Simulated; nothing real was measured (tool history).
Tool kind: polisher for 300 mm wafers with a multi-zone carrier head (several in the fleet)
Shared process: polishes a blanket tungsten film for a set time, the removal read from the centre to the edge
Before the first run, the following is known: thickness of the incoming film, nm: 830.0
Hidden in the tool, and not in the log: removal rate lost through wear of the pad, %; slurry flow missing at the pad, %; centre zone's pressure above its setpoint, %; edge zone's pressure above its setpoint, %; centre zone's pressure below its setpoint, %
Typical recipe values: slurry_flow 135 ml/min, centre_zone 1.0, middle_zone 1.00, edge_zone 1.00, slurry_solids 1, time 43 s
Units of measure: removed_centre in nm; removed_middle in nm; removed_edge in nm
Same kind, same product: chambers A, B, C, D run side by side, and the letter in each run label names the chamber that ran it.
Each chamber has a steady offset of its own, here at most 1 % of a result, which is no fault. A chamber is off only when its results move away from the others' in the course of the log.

run	day	slurry_flow	centre_zone	middle_zone	edge_zone	slurry_solids	time	wafers polished on this pad	hours since the slurry nozzle was cleaned	hours since the centre zone pressure was calibrated	hours since the edge zone pressure was calibrated	removed_centre	removed_middle	removed_edge
1A	0.129	135	1.0	1.00	1.00	1	43	144	301.5	1319.1	235.5	249.92	246.92	249.06
2C	0.379	135	1.0	1.00	1.00	1	43	734	103.8	380.9	1036.0	252.36	251.29	253.15
3B	0.542	135	1.0	1.00	1.00	1	43	517	359.7	607.5	262.6	251.16	255.64	243.64
4D	0.842	135	1.0	1.00	1.00	1	43	330	709.9	285.8	1124.8	244.11	255.81	248.76
5A	0.971	135	1.0	1.00	1.00	1	43	315	321.7	1339.3	255.7	249.06	250.25	244.82
6C	1.192	135	1.0	1.00	1.00	1	43	900	123.3	400.4	1055.5	251.46	251.69	252.88
7B	1.371	115	1.0	1.00	1.00	1	43	686	379.6	627.4	282.5	236.20	236.91	240.33
# day 1.500: chamber B: slurry nozzle cleaned
8D	1.588	115	1.0	1.00	1.00	1	43	482	727.8	303.7	1142.7	237.57	237.66	243.66
9B	1.746	115	1.0	1.00	1.00	1	43	762	6.0	636.4	291.5	240.52	242.38	241.51
# day 1.762: chamber A: centre zone pressure recalibrated
10D	1.908	115	1.0	1.00	1.00	1	43	547	735.5	311.4	1150.4	240.55	239.34	240.13
# day 2.021: chamber C: centre zone pressure recalibrated
# day 2.079: chamber A: worn pad replaced by a new one
# day 2.142: chamber B: worn pad replaced by a new one
11A	2.208	135	1.0	1.00	1.00	1	43	26	351.4	10.7	285.4	247.87	249.87	254.67
12C	2.425	135	1.0	1.00	1.00	1	43	1151	152.9	9.8	1085.1	250.51	245.25	250.35
13A	2.558	135	1.0	1.00	1.00	1	43	98	359.8	19.1	293.8	245.03	252.82	254.91
# day 2.667: chamber B: centre zone pressure recalibrated
14D	2.775	135	1.0	1.00	1.00	1	43	724	756.3	332.2	1171.2	246.17	246.67	251.72
# day 2.904: chamber C: worn pad replaced by a new one
15B	2.992	135	1.0	1.00	1.00	1	43	174	35.9	7.9	321.4	277.37	252.32	244.40
16C	3.292	135	1.0	1.00	1.00	1	43	79	173.7	30.6	1105.9	248.35	254.68	246.96
17A	3.479	135	1.0	0.88	1.00	1	43	285	381.9	41.2	315.9	247.91	219.43	252.10
# day 3.717: chamber D: worn pad replaced by a new one
18D	3.721	135	1.0	0.88	1.00	1	43	1	779.0	354.9	1193.9	247.93	220.73	250.96
# day 3.767: chamber D: edge zone pressure recalibrated
19C	3.946	135	1.0	0.88	1.00	1	43	212	189.4	46.3	1121.6	250.60	219.00	249.54
20B	4.188	135	1.0	0.88	1.00	1	43	417	64.6	36.6	350.1	276.96	221.51	247.56
21B	4.338	135	1.0	1.00	1.00	1	43	448	68.2	40.2	353.7	278.96	251.99	247.08
22C	4.571	135	1.0	1.00	1.00	1	43	340	204.4	61.3	1136.6	251.50	248.61	253.52
# day 4.650: chamber A: worn pad replaced by a new one
23D	4.833	135	1.0	1.00	1.00	1	43	227	805.7	381.6	25.6	250.69	245.14	250.29
24A	5.108	135	1.0	1.00	1.00	1	43	93	421.0	80.3	355.0	250.65	250.82	249.03
25B	5.267	135	1.0	1.00	1.00	1	43	637	90.5	62.5	376.0	284.21	250.78	244.79
26A	5.529	135	1.0	1.00	1.00	1	43	179	431.1	90.4	365.1	250.14	253.48	250.37
27D	5.800	135	1.0	1.00	1.00	1	43	424	828.9	404.8	48.8	245.80	254.90	252.65
28C	6.054	135	1.0	1.00	1.00	1	43	642	240.0	96.9	1172.2	246.50	251.32	250.38
# day 6.062: chamber B: worn pad replaced by a new one
29B	6.200	135	1.0	1.00	1.00	1	43	28	112.9	84.9	398.4	284.99	247.42	244.55
30C	6.371	135	1.0	1.00	1.00	1	43	707	247.6	104.5	1179.8	251.30	250.87	252.32
31D	6.654	135	1.0	1.00	1.00	1	43	599	849.4	425.3	69.3	248.76	246.00	248.06
32A	6.846	135	1.0	1.00	1.00	1	43	447	462.7	122.0	396.7	246.86	251.35	253.63
33D	7.058	135	1.0	1.00	1.00	1	43	681	859.1	435.0	79.0	247.65	247.64	248.79
34C	7.321	135	1.0	1.00	0.94	1	43	900	270.4	127.3	1202.6	249.55	245.14	250.73
# day 7.492: chamber A: worn pad replaced by a new one
35A	7.567	135	1.0	1.00	0.94	1	43	15	480.0	139.3	414.0	247.91	249.34	243.91
36B	7.742	135	1.0	1.00	0.94	1	43	342	149.9	121.9	435.4	279.41	254.70	240.05
37D	7.942	135	1.0	1.00	0.94	1	43	861	880.3	456.2	100.2	246.31	251.78	235.06

Is one chamber out of step, is the gauge drifting, or do the chambers differ by no more than their own small offsets? For an off chamber, give its letter and the likeliest cause.

After it was serviced, chamber B no longer matches the other chambers.
What lies behind it: centre zone's pressure above its setpoint, % = 11.2.

Here are 4 candidates for chamber B's next run, each the usual settings with a change, their results left as question marks. Which one brings its results back in line with what the others give on the usual settings?
In line here means within this much of the mean the other chambers give on the usual settings: removed_centre 8.00 nm; removed_middle 12.00 nm; removed_edge 10.00 nm
38B-1	8.158	130	0.95	1.01	1.02	1	43					?	?	?
38B-2	8.158	145	1.10	0.99	0.96	1	43					?	?	?
38B-3	8.158	140	1.05	0.99	0.98	1	43					?	?	?
38B-4	8.158	130	0.91	1.01	1.04	1	43					?	?	?

Other chambers, usual settings, mean: removed_centre 248.45 nm; removed_middle 249.01 nm; removed_edge 249.06 nm
run	removed_centre	removed_middle	removed_edge
38B-1	260.97	247.21	250.03
38B-2	314.56	248.05	246.37
38B-3	296.58	246.38	247.72
38B-4	248.81	247.26	252.58
38B-4 is the one that brings the chamber's results back in line with the other chambers.
